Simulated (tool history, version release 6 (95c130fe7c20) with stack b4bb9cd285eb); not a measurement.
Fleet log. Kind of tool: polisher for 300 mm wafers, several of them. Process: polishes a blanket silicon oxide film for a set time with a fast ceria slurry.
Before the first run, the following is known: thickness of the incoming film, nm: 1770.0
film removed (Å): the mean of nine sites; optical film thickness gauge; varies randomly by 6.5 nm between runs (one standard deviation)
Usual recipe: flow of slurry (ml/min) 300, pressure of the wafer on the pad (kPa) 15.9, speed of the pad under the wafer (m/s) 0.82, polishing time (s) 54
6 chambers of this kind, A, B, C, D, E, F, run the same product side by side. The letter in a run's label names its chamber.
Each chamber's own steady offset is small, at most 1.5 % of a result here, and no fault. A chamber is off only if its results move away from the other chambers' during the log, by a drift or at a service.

run	day	flow of slurry (ml/min)	pressure of the wafer on the pad (kPa)	speed of the pad under the wafer (m/s)	polishing time (s)	film removed (Å)
1E	0.342	300	15.9	0.82	54	5399.3
2C	0.55	300	15.9	0.82	54	5563.9
# day 0.617: chamber E: worn pad replaced by a new one
3D	0.762	300	15.9	0.82	54	5400
4B	1.067	300	15.9	0.82	54	5506.4
5F	1.396	300	15.9	0.82	54	5453.1
6A	1.583	300	15.9	0.82	54	5305.9
# day 1.646: chamber A: worn pad replaced by a new one
7F	1.8	300	15.9	0.82	54	5428.7
# day 1.992: chamber F: worn pad replaced by a new one
8A	2.062	300	15.9	0.82	54	5403.7
9B	2.296	300	15.9	0.82	54	5452.3
# day 2.383: chamber C: worn pad replaced by a new one
10E	2.612	300	15.9	0.62	54	4136.5
11C	2.804	300	15.9	0.62	54	4168.7
# day 2.954: chamber B: worn pad replaced by a new one
12D	3.083	300	15.9	0.62	54	3991.6
# day 3.167: chamber D: slurry nozzle cleaned
# day 3.312: chamber A: slurry nozzle cleaned
13A	3.321	300	15.9	0.62	54	4042
14D	3.633	300	15.9	0.62	54	4007.1
15B	3.804	300	15.9	0.62	54	4219.7
# day 3.95: chamber D: head pressure recalibrated
16F	4.117	300	15.9	0.82	54	5340.3
17E	4.342	300	15.9	0.82	54	5370.1
# day 4.454: chamber E: worn pad replaced by a new one
18C	4.658	300	15.9	0.82	54	5374.1
# day 4.771: chamber E: head pressure recalibrated
19E	4.958	300	15.9	0.82	54	5521.2
20C	5.238	300	21.4	0.66	54	5937.1
21D	5.592	300	21.4	0.66	54	5628.4
# day 5.625: chamber A: worn pad replaced by a new one
22A	5.808	300	21.4	0.66	54	5794.1
# day 5.938: chamber F: worn pad replaced by a new one
23B	6.038	300	21.4	0.66	54	5859.2
24F	6.204	300	21.4	0.66	54	5779.5
# day 6.233: chamber C: worn pad replaced by a new one
# day 6.388: chamber B: slurry nozzle cleaned
25D	6.446	300	21.4	0.66	54	5560.6
26A	6.621	300	15.9	0.82	54	5390
27F	6.788	300	15.9	0.82	54	5449.9
# day 6.933: chamber B: worn pad replaced by a new one
28B	7.088	300	15.9	0.82	54	5597.4
29E	7.429	300	15.9	0.82	54	5440.7
30C	7.633	300	15.9	0.82	54	5460.7
31C	7.85	300	15.9	0.82	54	5520.7
32B	8.117	300	15.9	0.82	54	5487.7
33E	8.288	300	15.9	0.82	54	5451.7
# day 8.525: chamber E: worn pad replaced by a new one
34F	8.55	300	15.9	0.82	54	5368.1
35A	8.888	300	15.9	0.82	54	5187.6
# day 8.942: chamber A: worn pad replaced by a new one
36D	9.1	300	15.9	0.82	54	4955.6
37A	9.258	300	15.9	0.82	54	5276.1
38B	9.521	300	15.9	0.82	54	5413.5
# day 9.546: chamber F: worn pad replaced by a new one
39E	9.679	300	15.9	0.82	54	5399.8
40F	9.867	300	15.9	0.82	54	5258
41D	10.171	300	15.9	0.82	54	4979.5

All chambers now run identical settings, listed one chamber a line with results as question marks. What results will each chamber show?
42A	10.425	370	15.9	0.82	54	?
42B	10.425	370	15.9	0.82	54	?
42C	10.425	370	15.9	0.82	54	?
42D	10.425	370	15.9	0.82	54	?
42E	10.425	370	15.9	0.82	54	?
42F	10.425	370	15.9	0.82	54	?

run	film removed (Å)
42A	5288.5
42B	5512.1
42C	5637.8
42D	4870.1
42E	5458
42F	5413.6
